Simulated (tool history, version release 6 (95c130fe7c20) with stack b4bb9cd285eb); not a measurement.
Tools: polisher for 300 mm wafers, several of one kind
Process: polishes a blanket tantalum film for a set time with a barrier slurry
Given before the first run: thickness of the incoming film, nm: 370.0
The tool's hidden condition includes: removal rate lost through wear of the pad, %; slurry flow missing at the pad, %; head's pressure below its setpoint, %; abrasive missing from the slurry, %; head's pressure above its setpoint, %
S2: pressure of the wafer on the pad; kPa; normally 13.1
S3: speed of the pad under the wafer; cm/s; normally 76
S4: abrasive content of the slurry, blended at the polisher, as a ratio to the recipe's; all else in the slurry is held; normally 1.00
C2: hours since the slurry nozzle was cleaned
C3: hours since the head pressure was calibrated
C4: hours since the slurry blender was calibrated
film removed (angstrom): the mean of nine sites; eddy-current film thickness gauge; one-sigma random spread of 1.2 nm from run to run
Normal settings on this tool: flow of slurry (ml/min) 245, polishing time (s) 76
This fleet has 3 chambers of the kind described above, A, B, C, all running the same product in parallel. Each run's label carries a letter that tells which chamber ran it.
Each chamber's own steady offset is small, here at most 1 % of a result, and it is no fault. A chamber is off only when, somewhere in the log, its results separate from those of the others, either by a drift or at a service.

{"run": "1A", "hour": 3.6, "flow of slurry (ml/min)": 245, "S2": 13.1, "S3": 76, "S4": 1.0, "polishing time (s)": 76, "wafers polished on this pad": 562, "C2": 325.6, "C3": 282.7, "C4": 165.3, "film removed (angstrom)": 765.4}
{"hour": 5.2, "done": "chamber C: worn pad replaced by a new one"}
{"run": "2C", "hour": 5.6, "flow of slurry (ml/min)": 245, "S2": 13.1, "S3": 76, "S4": 1.0, "polishing time (s)": 76, "wafers polished on this pad": 5, "C2": 148.2, "C3": 107.9, "C4": 215.9, "film removed (angstrom)": 781.83}
{"run": "3B", "hour": 8.0, "flow of slurry (ml/min)": 245, "S2": 13.1, "S3": 76, "S4": 1.0, "polishing time (s)": 76, "wafers polished on this pad": 530, "C2": 17.5, "C3": 365.1, "C4": 151.5, "film removed (angstrom)": 779.15}
{"run": "4B", "hour": 11.3, "flow of slurry (ml/min)": 245, "S2": 13.1, "S3": 76, "S4": 1.0, "polishing time (s)": 76, "wafers polished on this pad": 571, "C2": 20.8, "C3": 368.4, "C4": 154.8, "film removed (angstrom)": 812.69}
{"run": "5C", "hour": 14.5, "flow of slurry (ml/min)": 245, "S2": 13.1, "S3": 76, "S4": 1.0, "polishing time (s)": 76, "wafers polished on this pad": 116, "C2": 157.1, "C3": 116.8, "C4": 224.8, "film removed (angstrom)": 777.84}
{"run": "6A", "hour": 18.0, "flow of slurry (ml/min)": 245, "S2": 13.1, "S3": 76, "S4": 1.0, "polishing time (s)": 76, "wafers polished on this pad": 742, "C2": 340.0, "C3": 297.1, "C4": 179.7, "film removed (angstrom)": 801.28}
{"run": "7C", "hour": 21.1, "flow of slurry (ml/min)": 245, "S2": 13.1, "S3": 76, "S4": 1.0, "polishing time (s)": 76, "wafers polished on this pad": 198, "C2": 163.7, "C3": 123.4, "C4": 231.4, "film removed (angstrom)": 791.8}
{"run": "8A", "hour": 24.3, "flow of slurry (ml/min)": 245, "S2": 15.2, "S3": 76, "S4": 1.0, "polishing time (s)": 90, "wafers polished on this pad": 820, "C2": 346.3, "C3": 303.4, "C4": 186.0, "film removed (angstrom)": 1061.8}
{"run": "9B", "hour": 26.4, "flow of slurry (ml/min)": 245, "S2": 15.2, "S3": 76, "S4": 1.0, "polishing time (s)": 90, "wafers polished on this pad": 760, "C2": 35.9, "C3": 383.5, "C4": 169.9, "film removed (angstrom)": 1071.4}
{"hour": 26.8, "done": "chamber A: worn pad replaced by a new one"}
{"run": "10B", "hour": 29.1, "flow of slurry (ml/min)": 245, "S2": 15.2, "S3": 76, "S4": 1.0, "polishing time (s)": 90, "wafers polished on this pad": 793, "C2": 38.6, "C3": 386.2, "C4": 172.6, "film removed (angstrom)": 1055.0}
{"hour": 30.9, "done": "chamber A: slurry nozzle cleaned"}
{"run": "11A", "hour": 31.4, "flow of slurry (ml/min)": 245, "S2": 13.1, "S3": 76, "S4": 1.0, "polishing time (s)": 76, "wafers polished on this pad": 58, "C2": 0.6, "C3": 310.5, "C4": 193.1, "film removed (angstrom)": 767.2}
{"run": "12C", "hour": 34.6, "flow of slurry (ml/min)": 245, "S2": 13.1, "S3": 76, "S4": 1.0, "polishing time (s)": 76, "wafers polished on this pad": 367, "C2": 177.2, "C3": 136.9, "C4": 244.9, "film removed (angstrom)": 793.71}
{"run": "13B", "hour": 38.9, "flow of slurry (ml/min)": 245, "S2": 13.1, "S3": 76, "S4": 1.0, "polishing time (s)": 76, "wafers polished on this pad": 916, "C2": 48.4, "C3": 396.0, "C4": 182.4, "film removed (angstrom)": 765.8}
{"run": "14A", "hour": 42.7, "flow of slurry (ml/min)": 245, "S2": 13.1, "S3": 76, "S4": 1.0, "polishing time (s)": 76, "wafers polished on this pad": 199, "C2": 11.9, "C3": 321.8, "C4": 204.4, "film removed (angstrom)": 780.12}
{"run": "15C", "hour": 46.4, "flow of slurry (ml/min)": 245, "S2": 13.1, "S3": 76, "S4": 1.0, "polishing time (s)": 76, "wafers polished on this pad": 515, "C2": 189.0, "C3": 148.7, "C4": 256.7, "film removed (angstrom)": 777.26}
{"run": "16C", "hour": 49.0, "flow of slurry (ml/min)": 245, "S2": 13.1, "S3": 76, "S4": 0.75, "polishing time (s)": 76, "wafers polished on this pad": 547, "C2": 191.6, "C3": 151.3, "C4": 259.3, "film removed (angstrom)": 696.14}
{"hour": 51.1, "done": "chamber C: worn pad replaced by a new one"}
{"run": "17A", "hour": 51.5, "flow of slurry (ml/min)": 245, "S2": 13.1, "S3": 76, "S4": 0.75, "polishing time (s)": 76, "wafers polished on this pad": 309, "C2": 20.7, "C3": 330.6, "C4": 213.2, "film removed (angstrom)": 727.39}
{"hour": 55.5, "done": "chamber B: worn pad replaced by a new one"}
{"run": "18B", "hour": 55.6, "flow of slurry (ml/min)": 245, "S2": 13.1, "S3": 76, "S4": 0.75, "polishing time (s)": 76, "wafers polished on this pad": 1, "C2": 65.1, "C3": 412.7, "C4": 199.1, "film removed (angstrom)": 686.56}
{"run": "19C", "hour": 58.4, "flow of slurry (ml/min)": 245, "S2": 13.1, "S3": 76, "S4": 1.0, "polishing time (s)": 76, "wafers polished on this pad": 92, "C2": 201.0, "C3": 160.7, "C4": 268.7, "film removed (angstrom)": 762.49}
{"run": "20A", "hour": 60.3, "flow of slurry (ml/min)": 245, "S2": 13.1, "S3": 76, "S4": 1.0, "polishing time (s)": 76, "wafers polished on this pad": 419, "C2": 29.5, "C3": 339.4, "C4": 222.0, "film removed (angstrom)": 765.92}
{"run": "21B", "hour": 64.5, "flow of slurry (ml/min)": 245, "S2": 13.1, "S3": 76, "S4": 1.0, "polishing time (s)": 76, "wafers polished on this pad": 112, "C2": 74.0, "C3": 421.6, "C4": 208.0, "film removed (angstrom)": 762.96}
{"run": "22A", "hour": 66.7, "flow of slurry (ml/min)": 245, "S2": 13.1, "S3": 76, "S4": 1.0, "polishing time (s)": 76, "wafers polished on this pad": 499, "C2": 35.9, "C3": 345.8, "C4": 228.4, "film removed (angstrom)": 785.94}
{"run": "23C", "hour": 70.5, "flow of slurry (ml/min)": 245, "S2": 13.1, "S3": 76, "S4": 1.0, "polishing time (s)": 76, "wafers polished on this pad": 243, "C2": 213.1, "C3": 172.8, "C4": 280.8, "film removed (angstrom)": 769.36}
{"run": "24B", "hour": 72.9, "flow of slurry (ml/min)": 245, "S2": 13.1, "S3": 76, "S4": 1.0, "polishing time (s)": 76, "wafers polished on this pad": 217, "C2": 82.4, "C3": 430.0, "C4": 216.4, "film removed (angstrom)": 728.6}
{"run": "25B", "hour": 77.0, "flow of slurry (ml/min)": 205, "S2": 17.2, "S3": 76, "S4": 1.0, "polishing time (s)": 76, "wafers polished on this pad": 269, "C2": 86.5, "C3": 434.1, "C4": 220.5, "film removed (angstrom)": 951.59}
{"run": "26C", "hour": 80.2, "flow of slurry (ml/min)": 205, "S2": 17.2, "S3": 76, "S4": 1.0, "polishing time (s)": 76, "wafers polished on this pad": 364, "C2": 222.8, "C3": 182.5, "C4": 290.5, "film removed (angstrom)": 1011.4}
{"run": "27A", "hour": 83.5, "flow of slurry (ml/min)": 205, "S2": 17.2, "S3": 76, "S4": 1.0, "polishing time (s)": 76, "wafers polished on this pad": 709, "C2": 52.7, "C3": 362.6, "C4": 245.2, "film removed (angstrom)": 1042.0}
{"run": "28A", "hour": 85.5, "flow of slurry (ml/min)": 245, "S2": 13.1, "S3": 76, "S4": 1.0, "polishing time (s)": 76, "wafers polished on this pad": 734, "C2": 54.7, "C3": 364.6, "C4": 247.2, "film removed (angstrom)": 784.72}
{"hour": 87.6, "done": "chamber B: head pressure recalibrated"}
{"run": "29B", "hour": 88.7, "flow of slurry (ml/min)": 245, "S2": 13.1, "S3": 76, "S4": 1.0, "polishing time (s)": 76, "wafers polished on this pad": 415, "C2": 98.2, "C3": 1.2, "C4": 232.2, "film removed (angstrom)": 709.26}
{"hour": 90.5, "done": "chamber C: worn pad replaced by a new one"}
{"run": "30C", "hour": 93.0, "flow of slurry (ml/min)": 305, "S2": 13.1, "S3": 98, "S4": 1.0, "polishing time (s)": 76, "wafers polished on this pad": 32, "C2": 235.6, "C3": 195.3, "C4": 303.3, "film removed (angstrom)": 1050.3}
{"run": "31B", "hour": 96.3, "flow of slurry (ml/min)": 305, "S2": 13.1, "S3": 98, "S4": 1.0, "polishing time (s)": 76, "wafers polished on this pad": 510, "C2": 105.8, "C3": 8.8, "C4": 239.8, "film removed (angstrom)": 924.45}
{"run": "32A", "hour": 99.2, "flow of slurry (ml/min)": 305, "S2": 13.1, "S3": 98, "S4": 1.0, "polishing time (s)": 76, "wafers polished on this pad": 905, "C2": 68.4, "C3": 378.3, "C4": 260.9, "film removed (angstrom)": 1020.6}
{"run": "33C", "hour": 103.3, "flow of slurry (ml/min)": 245, "S2": 13.1, "S3": 76, "S4": 1.0, "polishing time (s)": 76, "wafers polished on this pad": 160, "C2": 245.9, "C3": 205.6, "C4": 313.6, "film removed (angstrom)": 769.84}
{"run": "34B", "hour": 106.9, "flow of slurry (ml/min)": 245, "S2": 13.1, "S3": 76, "S4": 1.0, "polishing time (s)": 76, "wafers polished on this pad": 642, "C2": 116.4, "C3": 19.4, "C4": 250.4, "film removed (angstrom)": 694.12}

Is one chamber off against the others, does the gauge drift, or is nothing wrong? If a chamber is off, say which, and what the likeliest cause is.

Chamber B drifts away from the others.
Likeliest cause: abrasive missing from the slurry, % = 32.1.

Chamber B could run next with any of the 4 candidate recipes listed below; each alters the usual settings, and their results appear as question marks. Which one brings its results back in line with what the other chambers deliver on the usual settings?
Allowed miss from the other chambers' usual-settings mean, per result, to count as in line: film removed (angstrom) 41.00
{"run": "35B-1", "hour": 110.1, "flow of slurry (ml/min)": 245, "S2": 13.8, "S3": 76, "S4": 1.0, "polishing time (s)": 80, "film removed (angstrom)": "?"}
{"run": "35B-2", "hour": 110.1, "flow of slurry (ml/min)": 245, "S2": 13.1, "S3": 76, "S4": 1.0, "polishing time (s)": 75, "film removed (angstrom)": "?"}
{"run": "35B-3", "hour": 110.1, "flow of slurry (ml/min)": 245, "S2": 12.4, "S3": 72, "S4": 1.0, "polishing time (s)": 76, "film removed (angstrom)": "?"}
{"run": "35B-4", "hour": 110.1, "flow of slurry (ml/min)": 245, "S2": 13.1, "S3": 76, "S4": 1.0, "polishing time (s)": 77, "film removed (angstrom)": "?"}

Average result of the remaining chambers running the usual settings: film removed (angstrom) 779.36
run=35B-1 film_removed_(angstrom)=771.25
run=35B-2 film_removed_(angstrom)=686.70
run=35B-3 film_removed_(angstrom)=624.26
run=35B-4 film_removed_(angstrom)=705.01
35B-1 puts the chamber back in line with the other chambers.
